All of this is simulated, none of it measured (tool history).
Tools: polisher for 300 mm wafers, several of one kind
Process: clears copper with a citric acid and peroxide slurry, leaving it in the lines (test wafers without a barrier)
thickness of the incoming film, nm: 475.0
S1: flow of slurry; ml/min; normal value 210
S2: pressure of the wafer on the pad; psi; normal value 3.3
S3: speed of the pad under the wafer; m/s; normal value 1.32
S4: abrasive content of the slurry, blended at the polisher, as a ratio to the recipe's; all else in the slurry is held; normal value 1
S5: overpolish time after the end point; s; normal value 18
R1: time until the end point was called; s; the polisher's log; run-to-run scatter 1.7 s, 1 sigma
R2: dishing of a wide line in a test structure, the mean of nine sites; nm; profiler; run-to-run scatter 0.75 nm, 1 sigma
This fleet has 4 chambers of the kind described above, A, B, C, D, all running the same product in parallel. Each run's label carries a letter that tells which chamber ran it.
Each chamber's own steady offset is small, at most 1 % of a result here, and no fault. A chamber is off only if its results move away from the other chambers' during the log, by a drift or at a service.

run   hour   S1   S2    S3    S4  S5      R1      R2
       4.3  -- chamber C: head pressure recalibrated
       8.6  -- chamber B: slurry nozzle cleaned
 1A   12.1  210  3.3  1.32     1  18  162.84  36.143
 2D   20.6  210  3.3  1.32     1  18  167.06  34.808
      30.3  -- chamber D: worn pad replaced by a new one
 3C   35.4  210  3.3  1.32     1  18  162.67  35.549
 4B   51.1  210  3.3  1.32     1  18  165.16  34.998
 5A   59.8  210  3.3  1.32     1  18   165.1  34.983
      63.1  -- chamber B: worn pad replaced by a new one
 6C   75.6  210  3.3  1.32     1  18  163.62  34.992
      75.7  -- chamber C: worn pad replaced by a new one
 7B   86.1  210  3.3  1.32     1  18  166.65  33.991
 8D   97.1  210  3.3  1.32     1  18  167.73  35.767
     108.9  -- chamber A: worn pad replaced by a new one
 9B  108.9  210  3.3  1.32     1  18  165.25  35.569
     117.3  -- chamber D: head pressure recalibrated
10A  121.2  210  3.3  1.32     1  18  167.76  35.475
     123.2  -- chamber D: worn pad replaced by a new one
     136.1  -- chamber D: slurry blender recalibrated
11C  136.4  210  3.3  1.32     1  18  163.96   35.51
     140.7  -- chamber A: slurry nozzle cleaned
     144.2  -- chamber B: slurry blender recalibrated
12D  148.5  210  3.3  1.32     1  18  164.96  35.717
13D  156.5  210  3.3  1.32     1  18   166.1  35.583
     165.8  -- chamber B: worn pad replaced by a new one
14B  167.9  210  3.3  1.32     1  18  165.26  34.732
       175  -- chamber A: slurry blender recalibrated
15C  183.5  210  3.3  1.32     1  18  165.82  35.365
     183.8  -- chamber C: worn pad replaced by a new one
     190.1  -- chamber D: slurry nozzle cleaned
16A  195.7  210  3.3  1.32     1  18  166.56  36.831
17B    211  210  3.3  1.32     1  18  161.67   35.27
     217.9  -- chamber C: slurry nozzle cleaned
     217.9  -- chamber D: worn pad replaced by a new one
     218.1  -- chamber C: slurry blender recalibrated
18A  222.3  210  4.2  1.32     1  18  128.92  44.108
19C  231.1  210  4.2  1.32     1  18  126.66  43.885
20D  246.2  210  4.2  1.32     1  18  129.92  44.108
     249.2  -- chamber B: worn pad replaced by a new one
     257.3  -- chamber A: worn pad replaced by a new one
21A    262  210  4.2  1.32     1  18  130.31  43.931
22C  271.4  210  3.3  1.32     1  18  164.86  33.726
23B  281.2  180  3.3  1.66     1  18  131.31  42.544
24D  291.7  180  3.3  1.66     1  18   135.4  40.603
     293.9  -- chamber D: worn pad replaced by a new one
25C  301.4  180  3.3  1.66     1  18  132.87  43.527
     309.1  -- chamber C: worn pad replaced by a new one
26A  312.1  180  3.3  1.66     1  18  132.86  41.782
27B  320.2  210  3.3  1.32     1  18  158.26  37.081
28D  334.8  210  3.3  1.32     1  18  165.21  34.281
29D  347.3  210  3.3  1.32     1  18     164  34.749
     353.4  -- chamber B: worn pad replaced by a new one
30A  355.5  210  3.3  1.32  0.75  10  177.05   20.57
31C  369.3  210  3.3  1.32  0.75  10  174.24  20.093
32B  383.8  210  3.3  1.32  0.75  10  165.43  21.003
     385.8  -- chamber D: worn pad replaced by a new one
33A  396.1  210  3.3  1.32  0.75  10  178.65  20.374
34C  409.3  210  3.3  1.32     1  18   163.5  35.216
35D  423.1  210  3.3  1.32     1  18  168.67   36.03

Is one chamber off against the others, does the gauge drift, or is nothing wrong? If a chamber is off, say which, and what the likeliest cause is.

One chamber, B, drifts off from the rest bit by bit.
Most likely cause: head's pressure above its setpoint, % = 8.63.

Below are 4 candidate recipes for chamber B's next run, each the usual settings with a change, their results shown as question marks. Which of them brings B's results back in line with what the other chambers give on the usual settings?
Maximum distance from the other chambers' mean on the usual settings for a result to count as in line: R1 6 s; R2 2.6 nm
36B-1  434.5  210  3.2  1.28   1  18   ?   ?
36B-2  434.5  210    3  1.22   1  18   ?   ?
36B-3  434.5  210  3.6  1.42   1  18   ?   ?
36B-4  434.5  210  3.4  1.36   1  18   ?   ?

On the usual settings, the other chambers give on average: R1 165.3 s; R2 35.486 nm
  run      R1      R2
36B-1   162.7  35.423
36B-2  181.46  32.139
36B-3  131.13  42.764
36B-4   144.6  39.277
The answer is 36B-1, which returns the chamber to within the allowed miss of the others.
